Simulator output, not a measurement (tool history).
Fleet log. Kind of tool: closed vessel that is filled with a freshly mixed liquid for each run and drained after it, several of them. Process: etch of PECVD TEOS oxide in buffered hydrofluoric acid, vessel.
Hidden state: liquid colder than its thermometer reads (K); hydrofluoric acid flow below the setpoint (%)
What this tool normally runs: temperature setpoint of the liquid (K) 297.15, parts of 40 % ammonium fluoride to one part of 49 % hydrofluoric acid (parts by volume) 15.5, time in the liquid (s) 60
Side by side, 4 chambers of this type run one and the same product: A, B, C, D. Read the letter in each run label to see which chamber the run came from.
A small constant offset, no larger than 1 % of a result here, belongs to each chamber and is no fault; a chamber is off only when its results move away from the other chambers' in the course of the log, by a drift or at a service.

run	hour	temperature setpoint of the liquid (K)	parts of 40 % ammonium fluoride to one part of 49 % hydrofluoric acid (parts by volume)	time in the liquid (s)	hours since the thermometer was replaced	hours since the hydrofluoric acid flow meter was replaced	read-back film thickness of the PECVD TEOS oxide reference wafer, read on the same gauge (nm)	thickness taken off the PECVD TEOS oxide on a monitor wafer (Å)
1A	3.0	297.15	15.5	60	1460.9	36.1	140.03	501.07
2C	6.3	297.15	15.5	60	238.2	113.8	139.99	507.24
3D	10.6	297.15	15.5	60	767.1	849.4	139.98	499.94
4B	15.7	297.15	15.5	60	405.1	498.2	139.99	495.42
5B	20.7	297.15	15.5	60	410.1	503.2	139.99	502.34
6C	25.2	297.15	15.5	60	257.1	132.7	140.03	508.51
7A	30.0	297.15	15.5	60	1487.9	63.1	139.99	498.65
8D	33.7	297.15	15.5	60	790.2	872.5	139.99	496.23
9A	36.8	297.15	15.5	60	1494.7	69.9	140.02	500.47
10B	39.9	297.15	15.5	60	429.3	522.4	139.99	499.72
11D	45.3	297.15	15.5	60	801.8	884.1	140.01	502.36
12C	50.2	297.15	15.5	60	282.1	157.7	140.03	502.48
13D	54.0	297.15	15.5	60	810.5	892.8	140.02	494.93
14B	56.9	297.15	15.5	60	446.3	539.4	140.03	497.21
15C	61.9	297.15	15.5	60	293.8	169.4	139.99	502.02
16A	66.3	297.15	15.5	60	1524.2	99.4	140.01	494.93
17A	72.2	297.15	15.5	60	1530.1	105.3	139.97	496.15
18C	77.8	297.15	15.5	60	309.7	185.3	140.01	504.87
19D	81.1	297.15	15.5	60	837.6	919.9	139.95	500.88
20B	84.2	297.15	15.5	60	473.6	566.7	139.99	500.48
21D	89.1	297.15	15.5	60	845.6	927.9	140.04	498.64
22A	93.5	297.15	15.5	60	1551.4	126.6	139.96	498.70
23C	99.0	297.15	15.5	60	330.9	206.5	140.00	503.43
24B	101.9	300.15	12.0	60	491.3	584.4	140.00	746.45
25D	105.5	300.15	12.0	60	862.0	944.3	140.01	769.69
26C	110.9	300.15	12.0	60	342.8	218.4	140.02	759.67
27B	113.6	300.15	12.0	60	503.0	596.1	140.03	759.07
28A	117.3	297.15	15.5	60	1575.2	150.4	139.97	503.22
29C	120.2	300.65	15.5	70	352.1	227.7	139.99	709.79
30D	123.8	300.65	15.5	70	880.3	962.6	140.01	703.76
31A	128.6	300.65	15.5	70	1586.5	161.7	140.01	700.38
32B	134.0	300.65	15.5	70	523.4	616.5	139.99	701.90
33A	136.9	297.15	15.5	60	1594.8	170.0	140.02	499.05
34D	139.8	297.15	15.5	60	896.3	978.6	140.03	497.32
35B	144.3	299.15	11.0	60	533.7	626.8	139.98	769.08
36C	149.1	299.15	11.0	60	381.0	256.6	139.99	785.74
37C	153.0	299.15	11.0	60	384.9	260.5	140.02	792.58
38D	156.9	299.15	11.0	60	913.4	995.7	140.04	786.61
39A	161.4	297.15	15.5	60	1619.3	194.5	140.01	496.19
40B	165.8	301.65	19.0	60	555.2	648.3	140.00	522.67
41C	169.1	301.65	19.0	60	401.0	276.6	140.01	527.63
42A	172.1	301.65	19.0	60	1630.0	205.2	140.03	522.71
43D	174.6	301.65	19.0	60	931.1	1013.4	139.99	522.67
44B	179.3	297.15	15.5	60	568.7	661.8	140.02	498.03

Has any chamber moved away from the others, gradually or after a service, or does the common gauge drift, or do the chambers differ only by their own small steady offsets? State the chamber and the most likely cause if one applies.

No chamber is off and the gauge is stable; the differences are just each chamber's small, constant offset.

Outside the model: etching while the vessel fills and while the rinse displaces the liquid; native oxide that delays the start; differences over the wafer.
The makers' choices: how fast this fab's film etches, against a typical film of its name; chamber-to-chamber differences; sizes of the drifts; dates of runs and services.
